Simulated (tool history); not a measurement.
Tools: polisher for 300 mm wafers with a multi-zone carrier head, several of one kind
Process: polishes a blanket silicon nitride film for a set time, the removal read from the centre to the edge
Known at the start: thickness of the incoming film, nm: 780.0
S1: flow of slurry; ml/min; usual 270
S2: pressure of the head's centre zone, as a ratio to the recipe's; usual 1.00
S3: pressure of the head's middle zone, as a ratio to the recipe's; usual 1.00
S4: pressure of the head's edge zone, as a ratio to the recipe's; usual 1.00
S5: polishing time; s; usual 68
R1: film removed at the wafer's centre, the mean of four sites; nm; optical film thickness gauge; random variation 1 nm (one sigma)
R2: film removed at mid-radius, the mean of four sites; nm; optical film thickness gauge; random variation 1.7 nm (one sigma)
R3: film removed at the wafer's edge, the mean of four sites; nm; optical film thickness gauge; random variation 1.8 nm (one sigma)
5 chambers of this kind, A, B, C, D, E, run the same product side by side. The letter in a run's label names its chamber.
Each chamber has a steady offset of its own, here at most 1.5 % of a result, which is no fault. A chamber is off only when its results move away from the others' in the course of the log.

At day 0.067: chamber B: worn pad replaced by a new one.
Run 1A, day 0.254: usual settings. Result: R1 121.57 nm, R2 119.350 nm, R3 121.31 nm.
At day 0.375: chamber A: worn pad replaced by a new one.
At day 0.454: chamber E: edge zone pressure recalibrated.
Run 2C, day 0.525: usual settings. Result: R1 120.69 nm, R2 120.080 nm, R3 118.63 nm.
Run 3E, day 0.792: usual settings. Result: R1 119.69 nm, R2 119.900 nm, R3 120.95 nm.
Run 4B, day 1.096: usual settings. Result: R1 124.43 nm, R2 122.890 nm, R3 118.57 nm.
At day 1.112: chamber D: worn pad replaced by a new one.
Run 5D, day 1.296: usual settings. Result: R1 122.09 nm, R2 117.140 nm, R3 118.11 nm.
Run 6D, day 1.554: usual settings. Result: R1 120.03 nm, R2 120.770 nm, R3 121.12 nm.
Run 7C, day 1.758: usual settings but S1 350 ml/min, S3 0.90. Result: R1 124.60 nm, R2 109.240 nm, R3 119.23 nm.
Run 8E, day 2.000: usual settings but S1 350 ml/min, S3 0.90. Result: R1 122.33 nm, R2 111.090 nm, R3 122.19 nm.
Run 9A, day 2.146: usual settings but S1 350 ml/min, S3 0.90. Result: R1 123.75 nm, R2 113.210 nm, R3 120.13 nm.
Run 10B, day 2.417: usual settings but S1 350 ml/min, S3 0.90. Result: R1 125.52 nm, R2 110.900 nm, R3 123.55 nm.
Run 11E, day 2.588: usual settings but S1 350 ml/min, S3 0.90. Result: R1 120.69 nm, R2 111.290 nm, R3 121.57 nm.
Run 12B, day 2.725: usual settings but S2 1.05. Result: R1 129.53 nm, R2 123.570 nm, R3 126.20 nm.
At day 2.954: chamber B: worn pad replaced by a new one.
Run 13C, day 2.967: usual settings but S2 1.05. Result: R1 127.70 nm, R2 123.910 nm, R3 117.90 nm.
Run 14A, day 3.108: usual settings but S2 1.05. Result: R1 125.22 nm, R2 124.320 nm, R3 121.30 nm.
Run 15D, day 3.333: usual settings but S2 1.05. Result: R1 126.43 nm, R2 117.910 nm, R3 119.18 nm.
Run 16A, day 3.538: usual settings but S2 1.05. Result: R1 128.57 nm, R2 119.900 nm, R3 124.36 nm.
Run 17D, day 3.717: usual settings. Result: R1 121.23 nm, R2 117.970 nm, R3 117.90 nm.
Run 18E, day 3.992: usual settings. Result: R1 116.57 nm, R2 116.910 nm, R3 113.65 nm.
Run 19B, day 4.150: usual settings but S2 0.96. Result: R1 117.72 nm, R2 121.030 nm, R3 123.37 nm.
Run 20C, day 4.329: usual settings but S2 0.96. Result: R1 115.70 nm, R2 122.540 nm, R3 119.26 nm.
At day 4.362: chamber A: worn pad replaced by a new one.
Run 21B, day 4.546: usual settings but S2 0.96. Result: R1 117.73 nm, R2 119.290 nm, R3 122.61 nm.
Run 22C, day 4.692: usual settings but S2 0.96. Result: R1 115.53 nm, R2 119.010 nm, R3 121.30 nm.
At day 4.883: chamber D: worn pad replaced by a new one.
Run 23E, day 5.008: usual settings but S2 0.96. Result: R1 113.15 nm, R2 117.370 nm, R3 117.57 nm.
At day 5.146: chamber C: worn pad replaced by a new one.
Run 24A, day 5.283: usual settings. Result: R1 121.41 nm, R2 121.290 nm, R3 124.56 nm.
Run 25D, day 5.442: usual settings. Result: R1 118.98 nm, R2 122.080 nm, R3 120.33 nm.
Run 26C, day 5.717: usual settings. Result: R1 120.98 nm, R2 119.290 nm, R3 117.42 nm.
Run 27A, day 6.004: usual settings. Result: R1 120.42 nm, R2 124.040 nm, R3 122.59 nm.
Run 28E, day 6.204: usual settings. Result: R1 113.84 nm, R2 118.010 nm, R3 115.22 nm.
At day 6.275: chamber B: worn pad replaced by a new one.
Run 29D, day 6.417: usual settings. Result: R1 118.51 nm, R2 118.540 nm, R3 121.89 nm.
Run 30B, day 6.729: usual settings. Result: R1 122.56 nm, R2 120.160 nm, R3 121.95 nm.
Run 31E, day 7.008: usual settings. Result: R1 113.20 nm, R2 115.490 nm, R3 115.05 nm.
Run 32C, day 7.221: usual settings. Result: R1 119.50 nm, R2 118.530 nm, R3 121.62 nm.
Run 33B, day 7.429: usual settings. Result: R1 121.82 nm, R2 119.550 nm, R3 122.00 nm.
Run 34D, day 7.671: usual settings. Result: R1 119.46 nm, R2 119.200 nm, R3 119.23 nm.
Run 35A, day 7.817: usual settings. Result: R1 120.78 nm, R2 121.990 nm, R3 121.83 nm.
At day 7.904: chamber C: slurry nozzle cleaned.
Run 36E, day 7.988: usual settings. Result: R1 110.48 nm, R2 113.590 nm, R3 114.20 nm.
Run 37D, day 8.254: usual settings but S2 1.04, S4 1.08. Result: R1 123.16 nm, R2 122.070 nm, R3 126.55 nm.
At day 8.375: chamber A: worn pad replaced by a new one.
Run 38B, day 8.533: usual settings but S2 1.04, S4 1.08. Result: R1 130.21 nm, R2 117.380 nm, R3 127.19 nm.
Run 39A, day 8.675: usual settings but S2 1.04, S4 1.08. Result: R1 126.04 nm, R2 121.980 nm, R3 125.42 nm.
Run 40C, day 8.967: usual settings but S2 1.04, S4 1.08. Result: R1 125.59 nm, R2 119.680 nm, R3 127.89 nm.
Run 41A, day 9.154: usual settings but S2 1.04, S4 1.08. Result: R1 125.56 nm, R2 118.040 nm, R3 126.45 nm.
At day 9.412: chamber B: worn pad replaced by a new one.
Run 42C, day 9.450: usual settings. Result: R1 121.31 nm, R2 118.410 nm, R3 120.55 nm.
Run 43B, day 9.738: usual settings but S1 205 ml/min, S3 0.89. Result: R1 118.61 nm, R2 106.120 nm, R3 118.11 nm.
Run 44E, day 9.962: usual settings but S1 205 ml/min, S3 0.89. Result: R1 105.69 nm, R2 94.495 nm, R3 108.83 nm.

Is one chamber off against the others, does the gauge drift, or is nothing wrong? If a chamber is off, say which, and what the likeliest cause is.

Chamber E drifts away from the others.
Cause: removal rate lost through wear of the pad, % = 8.17.

Here are 4 candidates for chamber E's next run, each the usual settings with a change, their results left as question marks. Which one brings its results back in line with what the others give on the usual settings?
In line means no further than this from the other chambers' mean on the usual settings: R1 3.600 nm; R2 6.100 nm; R3 6.200 nm
Run 45E-1, day 10.188: usual settings but S5 71 s. Result: R1 ?, R2 ?, R3 ?.
Run 45E-2, day 10.188: usual settings but S2 0.99, S3 1.01, S4 0.99, S5 62 s. Result: R1 ?, R2 ?, R3 ?.
Run 45E-3, day 10.188: usual settings but S5 65 s. Result: R1 ?, R2 ?, R3 ?.
Run 45E-4, day 10.188: usual settings but S2 1.01, S3 0.99, S4 1.01, S5 74 s. Result: R1 ?, R2 ?, R3 ?.

The other chambers' mean on the usual settings: R1 121.110 nm; R2 120.880 nm; R3 120.800 nm
  run       R1       R2       R3
45E-1  115.260  117.340  114.920
45E-2   99.561  103.410   99.801
45E-3  105.520  107.420  105.210
45E-4  121.440  121.170  120.430
45E-4 brings the chamber back in line.
